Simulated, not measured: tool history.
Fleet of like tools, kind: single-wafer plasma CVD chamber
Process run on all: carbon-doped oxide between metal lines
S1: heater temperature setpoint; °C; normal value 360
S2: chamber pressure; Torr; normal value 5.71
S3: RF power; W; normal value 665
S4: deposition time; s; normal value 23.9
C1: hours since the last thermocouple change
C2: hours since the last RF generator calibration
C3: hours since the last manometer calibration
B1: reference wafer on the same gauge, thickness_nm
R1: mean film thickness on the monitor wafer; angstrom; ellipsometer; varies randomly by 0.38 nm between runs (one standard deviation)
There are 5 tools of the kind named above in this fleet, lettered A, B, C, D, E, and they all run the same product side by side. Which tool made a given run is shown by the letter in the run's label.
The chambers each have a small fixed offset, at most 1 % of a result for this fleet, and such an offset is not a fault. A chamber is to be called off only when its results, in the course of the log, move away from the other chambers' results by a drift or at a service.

run   hour   S1    S2   S3    S4      C1      C2      C3      B1      R1
 1A    4.2  360  5.71  665  23.9  2502.2   841.9    37.4  130.99    1446
 2E    8.8  360  5.71  665  23.9   651.1   625.4   706.4  130.99  1443.4
 3D   11.8  360  5.71  665  23.9  1024.5    1216    56.5  130.96  1436.9
 4C   14.7  360  5.71  665  23.9  1165.4    2375  1116.6   131.1  1453.6
 5B   19.1  360  5.71  665  23.9   426.1  1152.9  2199.3  130.96  1455.7
 6C   21.5  360  5.71  665  23.9  1172.2  2381.8  1123.4  130.92  1452.7
 7A   25.6  360  5.71  665  23.9  2523.6   863.3    58.8  131.02  1442.9
 8B   28.6  360  5.71  665  23.9   435.6  1162.4  2208.8  130.94    1456
 9D   30.9  360  5.71  665  23.9  1043.6  1235.1    75.6  131.01  1445.4
10E   34.6  360  5.71  665  23.9   676.9   651.2   732.2  131.02  1437.2
11B   37.3  360  5.71  605  23.9   444.3  1171.1  2217.5  130.97  1367.1
12A   39.9  360  5.71  605  23.9  2537.9   877.6    73.1  130.98  1362.7
13D     43  360  5.71  605  23.9  1055.7  1247.2    87.7  130.97  1352.6
14C   45.9  360  5.71  605  23.9  1196.6  2406.2  1147.8  130.99    1371
15E   50.7  360  5.71  605  23.9     693   667.3   748.3  130.92  1362.1
      53.5  -- chamber C: capacitance manometer re-zeroed and calibrated
16D   54.3  360  6.14  665  23.9    1067  1258.5      99  130.99  1462.7
17C   59.1  360  6.14  665  23.9  1209.8  2419.4     5.6  131.09    1463
18B     62  360  6.14  665  23.9     469  1195.8  2242.2  130.96  1449.3
19E   64.3  360  6.14  665  23.9   706.6   680.9   761.9     131  1442.1
20A   68.6  360  6.14  665  23.9  2566.6   906.3   101.8  130.96  1454.6
      70.2  -- chamber D: RF generator calibrated
21B   71.6  360  5.71  665  23.9   478.6  1205.4  2251.8  131.04  1434.5
22A   74.7  360  5.71  665  23.9  2572.7   912.4   107.9     131  1441.3
      75.1  -- chamber C: RF generator calibrated
23C   78.6  360  5.71  665  23.9  1229.3     3.6    25.1  131.02  1453.7
24E   83.1  360  5.71  665  23.9   725.4   699.7   780.7  130.97  1442.3
25D   85.4  360  5.71  665  23.9  1098.1    15.3   130.1     131  1448.7
      88.3  -- chamber B: capacitance manometer re-zeroed and calibrated
26E   90.3  360  5.71  665  23.9   732.6   706.9   787.9  130.98  1444.4
27C   93.7  360  4.42  790  23.9  1244.4    18.7    40.2  130.99  1551.4
28B   96.9  360  4.42  790  23.9   503.9  1230.7     8.7  130.94  1513.2
29A   99.1  360  4.42  790  23.9  2597.1   936.8   132.3  130.99  1547.7
30D  102.9  360  4.42  790  23.9  1115.6    32.8   147.6  131.08  1552.3

What goes on in this fleet: one chamber off, a drifting gauge, or nothing beyond the chambers' own small offsets? Name the chamber and the cause, if any.

One chamber, B, drifts off from the rest bit by bit.
Cause: delivered RF power below the setpoint (%) = 5.01.

Which of the 4 candidates below, each the usual settings with something changed and its results left as question marks, puts chamber B back in line with what the other chambers give on the usual settings?
Allowed miss from the other chambers' usual-settings mean, per result, to count as in line: R1 13 angstrom
31B-1  106.5  359  5.76  685  23.9                   ?
31B-2  106.5  358  5.71  710  23.9                   ?
31B-3  106.5  360  5.69  660  23.5                   ?
31B-4  106.5  360  5.67  650  23.1                   ?

Usual-settings mean across the other chambers: R1 1445.7 angstrom
  run      R1
31B-1  1443.5
31B-2  1477.8
31B-3  1381.9
31B-4  1345.5
31B-1 is the one that brings the chamber's results back in line with the other chambers.
